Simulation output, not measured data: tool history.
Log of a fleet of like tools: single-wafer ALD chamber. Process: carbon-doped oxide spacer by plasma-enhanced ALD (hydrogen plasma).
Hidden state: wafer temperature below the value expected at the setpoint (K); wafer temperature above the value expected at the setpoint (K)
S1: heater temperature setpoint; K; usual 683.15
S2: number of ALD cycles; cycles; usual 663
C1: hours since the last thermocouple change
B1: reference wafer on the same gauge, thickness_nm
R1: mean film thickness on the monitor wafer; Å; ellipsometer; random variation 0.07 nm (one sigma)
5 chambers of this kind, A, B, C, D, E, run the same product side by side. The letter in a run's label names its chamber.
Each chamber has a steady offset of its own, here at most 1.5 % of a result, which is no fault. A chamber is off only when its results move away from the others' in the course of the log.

run	day	S1	S2	C1	B1	R1
1C	0.192	683.15	663	1163.2	29.501	320.88
2B	0.404	683.15	663	597.3	29.500	325.68
3E	0.525	683.15	663	719.1	29.515	321.51
4A	0.738	683.15	663	396.2	29.492	323.93
5D	0.838	683.15	663	226.2	29.505	321.26
6E	1.033	683.15	663	731.3	29.501	321.13
7B	1.146	683.15	663	615.1	29.485	325.51
8D	1.250	683.15	663	236.1	29.493	322.73
9C	1.467	683.15	663	1193.8	29.496	321.48
10A	1.688	673.15	579	419.0	29.508	291.51
11A	1.883	673.15	579	423.7	29.491	291.62
12C	2.042	673.15	579	1207.6	29.521	288.96
13D	2.154	673.15	579	257.8	29.496	289.24
14B	2.258	673.15	579	641.8	29.487	294.09
15E	2.471	683.15	663	765.8	29.486	320.77
16D	2.608	683.15	663	268.7	29.497	320.61
17A	2.729	683.15	663	444.0	29.489	323.58
18B	2.912	683.15	663	657.5	29.500	325.69
19C	3.050	683.15	663	1231.8	29.492	320.54
20E	3.188	683.15	663	783.0	29.493	321.22
21D	3.371	683.15	663	287.0	29.496	320.72
22E	3.567	683.15	663	792.1	29.494	320.52
23C	3.758	683.15	663	1248.8	29.493	322.04
24B	3.883	692.15	537	680.8	29.497	256.65
25A	4.042	692.15	537	475.5	29.504	254.52
26D	4.196	692.15	537	306.8	29.502	252.11
27A	4.404	692.15	537	484.2	29.494	254.62
28B	4.525	692.15	537	696.2	29.496	255.94
29E	4.667	683.15	663	818.5	29.496	317.34
30C	4.875	683.15	663	1275.6	29.499	322.00
31D	5.000	683.15	663	326.1	29.486	322.07
32B	5.108	697.15	762	710.2	29.497	357.18
33C	5.238	697.15	762	1284.3	29.501	354.16

All 5 chambers run these settings next. Forecast each chamber's results:
34A	5.400	670.15	663			?
34B	5.400	670.15	663			?
34C	5.400	670.15	663			?
34D	5.400	670.15	663			?
34E	5.400	670.15	663			?

run	R1
34A	334.08
34B	335.27
34C	330.83
34D	332.14
34E	330.16

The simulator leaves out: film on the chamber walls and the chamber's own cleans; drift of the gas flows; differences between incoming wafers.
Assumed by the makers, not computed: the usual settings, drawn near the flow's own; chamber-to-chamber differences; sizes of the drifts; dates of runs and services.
